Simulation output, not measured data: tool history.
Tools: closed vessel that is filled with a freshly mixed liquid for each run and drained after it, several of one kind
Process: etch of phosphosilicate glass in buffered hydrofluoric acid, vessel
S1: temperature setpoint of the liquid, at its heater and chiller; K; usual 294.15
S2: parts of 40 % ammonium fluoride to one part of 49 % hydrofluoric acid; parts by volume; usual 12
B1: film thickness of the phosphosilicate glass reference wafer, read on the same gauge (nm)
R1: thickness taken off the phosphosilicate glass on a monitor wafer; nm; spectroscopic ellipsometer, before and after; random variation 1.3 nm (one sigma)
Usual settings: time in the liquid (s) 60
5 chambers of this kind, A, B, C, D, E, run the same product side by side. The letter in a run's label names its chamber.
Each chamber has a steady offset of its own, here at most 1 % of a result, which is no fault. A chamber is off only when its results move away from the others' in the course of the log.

run 1C hour=11.3 | S1=294.15 S2=12 time_in_the_liquid_(s)=60 | B1=150.05 | R1=210.41
run 2E hour=20.5 | S1=294.15 S2=12 time_in_the_liquid_(s)=60 | B1=150.02 | R1=209.27
run 3B hour=26.5 | S1=294.15 S2=12 time_in_the_liquid_(s)=60 | B1=149.99 | R1=207.95
run 4D hour=35.2 | S1=294.15 S2=12 time_in_the_liquid_(s)=60 | B1=150 | R1=208.07
run 5A hour=41.1 | S1=294.15 S2=12 time_in_the_liquid_(s)=60 | B1=150.02 | R1=206.95
run 6D hour=49.6 | S1=294.15 S2=12 time_in_the_liquid_(s)=60 | B1=150.01 | R1=209.99
-- hour=51.5 chamber E: hydrofluoric acid flow meter replaced
run 7C hour=56.5 | S1=294.15 S2=12 time_in_the_liquid_(s)=60 | B1=149.98 | R1=209.76
run 8B hour=61.8 | S1=294.15 S2=10 time_in_the_liquid_(s)=60 | B1=149.98 | R1=249.42
run 9E hour=68 | S1=294.15 S2=10 time_in_the_liquid_(s)=60 | B1=149.99 | R1=249.91
run 10A hour=77.1 | S1=294.15 S2=10 time_in_the_liquid_(s)=60 | B1=149.99 | R1=247.36
run 11C hour=82.8 | S1=294.15 S2=10 time_in_the_liquid_(s)=60 | B1=150.02 | R1=249.37
-- hour=82.9 chamber B: hydrofluoric acid flow meter replaced
run 12A hour=89.3 | S1=294.15 S2=10 time_in_the_liquid_(s)=60 | B1=149.99 | R1=247.43
run 13E hour=94.4 | S1=294.15 S2=12 time_in_the_liquid_(s)=60 | B1=150.02 | R1=206.43
run 14B hour=103.8 | S1=294.15 S2=12 time_in_the_liquid_(s)=60 | B1=150 | R1=209.65
run 15D hour=115.2 | S1=297.15 S2=12 time_in_the_liquid_(s)=60 | B1=149.99 | R1=249.45
run 16C hour=121 | S1=297.15 S2=12 time_in_the_liquid_(s)=60 | B1=150.01 | R1=247.08
run 17D hour=131.3 | S1=297.15 S2=12 time_in_the_liquid_(s)=60 | B1=150 | R1=252.91
run 18A hour=139.4 | S1=297.15 S2=12 time_in_the_liquid_(s)=60 | B1=149.98 | R1=246.22
run 19B hour=148.5 | S1=297.15 S2=12 time_in_the_liquid_(s)=60 | B1=149.98 | R1=245.6
run 20E hour=155.4 | S1=292.65 S2=12 time_in_the_liquid_(s)=35 | B1=150.02 | R1=111.63
run 21B hour=167.1 | S1=292.65 S2=12 time_in_the_liquid_(s)=35 | B1=150.01 | R1=112.72
run 22D hour=172.6 | S1=292.65 S2=12 time_in_the_liquid_(s)=35 | B1=150.01 | R1=117.71
run 23C hour=177.7 | S1=292.65 S2=12 time_in_the_liquid_(s)=35 | B1=150 | R1=112.5
run 24E hour=184.5 | S1=292.65 S2=12 time_in_the_liquid_(s)=35 | B1=150 | R1=111.77
run 25A hour=190.3 | S1=294.15 S2=12 time_in_the_liquid_(s)=60 | B1=150 | R1=206.52
run 26A hour=195.8 | S1=294.15 S2=12 time_in_the_liquid_(s)=60 | B1=150.01 | R1=208.78
run 27C hour=201 | S1=294.15 S2=12 time_in_the_liquid_(s)=60 | B1=149.98 | R1=209.29
run 28E hour=211.4 | S1=294.15 S2=12 time_in_the_liquid_(s)=60 | B1=150 | R1=209.24
run 29B hour=219.5 | S1=294.15 S2=12 time_in_the_liquid_(s)=60 | B1=150.01 | R1=208.15
run 30D hour=224.9 | S1=294.15 S2=12 time_in_the_liquid_(s)=60 | B1=149.97 | R1=221.71

Next, every chamber runs the same settings. What will each give?
run 31A hour=233.3 | S1=294.15 S2=12 time_in_the_liquid_(s)=60 | R1=?
run 31B hour=233.3 | S1=294.15 S2=12 time_in_the_liquid_(s)=60 | R1=?
run 31C hour=233.3 | S1=294.15 S2=12 time_in_the_liquid_(s)=60 | R1=?
run 31D hour=233.3 | S1=294.15 S2=12 time_in_the_liquid_(s)=60 | R1=?
run 31E hour=233.3 | S1=294.15 S2=12 time_in_the_liquid_(s)=60 | R1=?

run=31A R1=207.07
run=31B R1=208.08
run=31C R1=209.55
run=31D R1=222.13
run=31E R1=209.43

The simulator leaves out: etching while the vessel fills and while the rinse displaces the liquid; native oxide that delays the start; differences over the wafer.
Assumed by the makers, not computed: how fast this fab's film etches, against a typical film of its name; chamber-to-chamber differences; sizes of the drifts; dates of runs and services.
